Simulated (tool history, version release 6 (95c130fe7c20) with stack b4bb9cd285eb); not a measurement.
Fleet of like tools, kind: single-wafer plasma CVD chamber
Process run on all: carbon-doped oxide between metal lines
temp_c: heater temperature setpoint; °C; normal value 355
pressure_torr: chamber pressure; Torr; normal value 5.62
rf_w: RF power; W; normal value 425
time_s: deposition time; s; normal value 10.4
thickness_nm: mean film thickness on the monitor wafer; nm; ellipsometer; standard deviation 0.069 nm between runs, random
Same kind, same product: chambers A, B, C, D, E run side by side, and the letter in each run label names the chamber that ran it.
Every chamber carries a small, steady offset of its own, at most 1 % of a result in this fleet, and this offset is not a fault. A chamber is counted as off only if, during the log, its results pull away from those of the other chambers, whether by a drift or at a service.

run	hour	temp_c	pressure_torr	rf_w	time_s	hours since the last thermocouple change	hours since the last RF generator calibration	hours since the last manometer calibration	read-back reference wafer on the same gauge, thickness_nm	thickness_nm
1E	2.5	355	5.62	425	10.4	2522.7	1583.8	414.7	46.697	48.642
2C	7.1	355	5.62	425	10.4	1225.8	2153.0	1630.0	46.712	48.367
3A	10.2	355	5.62	425	10.4	2012.5	515.3	92.2	46.705	48.923
4D	12.3	355	5.62	425	10.4	449.4	670.6	730.6	46.733	48.463
5B	14.5	355	5.62	425	10.4	1974.5	244.3	651.7	46.729	48.023
6E	18.8	355	5.62	425	10.4	2539.0	1600.1	431.0	46.724	48.588
7A	23.5	341	5.62	425	10.4	2025.8	528.6	105.5	46.743	50.867
8C	26.2	341	5.62	425	10.4	1244.9	2172.1	1649.1	46.755	50.521
9B	30.4	341	5.62	425	10.4	1990.4	260.2	667.6	46.759	50.026
10D	34.2	341	5.62	425	10.4	471.3	692.5	752.5	46.781	50.542
11B	38.0	341	5.62	425	10.4	1998.0	267.8	675.2	46.784	50.015
12E	41.3	355	5.62	425	10.4	2561.5	1622.6	453.5	46.790	48.628
13D	45.9	355	5.62	425	10.4	483.0	704.2	764.2	46.777	48.546
14C	50.6	355	5.62	425	10.4	1269.3	2196.5	1673.5	46.821	48.574
15A	55.1	355	5.62	425	10.4	2057.4	560.2	137.1	46.816	48.898
16E	58.6	355	5.62	425	10.4	2578.8	1639.9	470.8	46.825	48.594
17C	61.1	355	5.62	425	10.4	1279.8	2207.0	1684.0	46.831	48.601
18B	65.6	355	5.62	425	10.4	2025.6	295.4	702.8	46.842	48.174
19D	68.4	355	5.62	425	10.4	505.5	726.7	786.7	46.838	48.531
20A	73.0	355	5.62	425	10.4	2075.3	578.1	155.0	46.850	48.994
21B	75.3	355	5.62	425	10.4	2035.3	305.1	712.5	46.854	48.260
22A	78.0	355	5.62	425	10.4	2080.3	583.1	160.0	46.852	48.846
23D	80.7	355	5.62	425	10.4	517.8	739.0	799.0	46.870	48.459
24E	85.5	355	5.62	425	10.4	2605.7	1666.8	497.7	46.880	48.661
25C	89.8	355	5.62	425	10.4	1308.5	2235.7	1712.7	46.892	48.564
26E	93.7	355	5.62	425	10.4	2613.9	1675.0	505.9	46.912	48.679
27D	97.4	355	5.62	425	10.4	534.5	755.7	815.7	46.894	48.569
28B	101.6	355	5.62	425	10.4	2061.6	331.4	738.8	46.919	48.290
29A	104.5	355	5.62	425	10.4	2106.8	609.6	186.5	46.924	48.966
# hour 107.7: chamber E: RF generator calibrated
30C	107.9	355	6.95	425	10.4	1326.6	2253.8	1730.8	46.932	49.718
31E	112.5	355	6.95	425	10.4	2632.7	4.8	524.7	46.934	49.746
32B	116.6	355	6.95	425	10.4	2076.6	346.4	753.8	46.947	49.277
33D	120.5	355	6.95	425	10.4	557.6	778.8	838.8	46.953	49.644
34A	124.3	355	6.95	425	10.4	2126.6	629.4	206.3	46.964	50.071

Predict what each chamber gives when all 5 of them run the settings below next.
35A	127.8	342	5.62	425	10.4					?
35B	127.8	342	5.62	425	10.4					?
35C	127.8	342	5.62	425	10.4					?
35D	127.8	342	5.62	425	10.4					?
35E	127.8	342	5.62	425	10.4					?

run	thickness_nm
35A	51.000
35B	50.229
35C	50.516
35D	50.591
35E	50.606
